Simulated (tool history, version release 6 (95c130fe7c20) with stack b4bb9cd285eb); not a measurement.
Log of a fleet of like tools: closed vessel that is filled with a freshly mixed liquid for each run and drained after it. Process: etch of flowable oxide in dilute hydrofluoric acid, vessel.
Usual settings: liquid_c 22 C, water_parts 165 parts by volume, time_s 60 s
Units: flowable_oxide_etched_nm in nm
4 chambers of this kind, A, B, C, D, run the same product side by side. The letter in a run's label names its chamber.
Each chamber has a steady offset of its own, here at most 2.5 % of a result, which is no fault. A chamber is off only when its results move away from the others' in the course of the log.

run   hour  liquid_c  water_parts  time_s  read-back film thickness of the flowable oxide reference wafer, read on the same gauge (nm)  flowable_oxide_etched_nm
 1D   11.4        22          165      60                                                                                       40.000                    8.6035
 2A   20.6        22          165      60                                                                                       39.998                    8.8064
 3B   33.6        22          165      60                                                                                       40.007                    8.4669
 4C   43.5        22          165      60                                                                                       40.004                    8.4877
 5D   55.8        22          165      60                                                                                       39.998                    8.5953
 6A   67.1        22          165      60                                                                                       40.019                    8.8243
 7C   80.8        22          165      60                                                                                       39.995                    8.6058
 8B   94.6        22          165      60                                                                                       39.992                    8.5567
 9A  105.4        22          165      60                                                                                       39.994                    8.6854
10B  119.2        22          165      60                                                                                       40.003                    8.5156
11D  128.9        22           85      60                                                                                       40.008                   18.5790
12C  136.6        22           85      60                                                                                       39.989                   17.9320
13A  143.8        22           85      60                                                                                       39.997                   18.3430
14D  157.7        22           85      60                                                                                       39.982                   18.2690
15C  165.6        22          165      60                                                                                       39.979                    8.5056
16B  175.5        22          165      60                                                                                       39.990                    8.4721
17B  181.7        22          165      60                                                                                       40.016                    8.5055
18D  190.7        22          165      60                                                                                       39.991                    8.6139
19C  201.1        22          165      60                                                                                       39.996                    8.5918
20A  212.5        22          165      60                                                                                       39.999                    8.7380
21C  225.4        22          165      60                                                                                       40.013                    8.5660
     229.0  -- chamber D: thermometer replaced
22B  232.4        22          165      60                                                                                       40.001                    8.4505
23A  239.9        22          120      60                                                                                       39.992                   12.5470
24D  250.4        22          120      60                                                                                       40.013                   12.3450
25A  257.9        22          120      60                                                                                       40.012                   12.4700
26D  269.5        22          120      60                                                                                       40.009                   12.5380

What goes on in this fleet: one chamber off, a drifting gauge, or nothing beyond the chambers' own small offsets? Name the chamber and the cause, if any.

No chamber stands off beyond its own small offset, and the gauge holds steady.
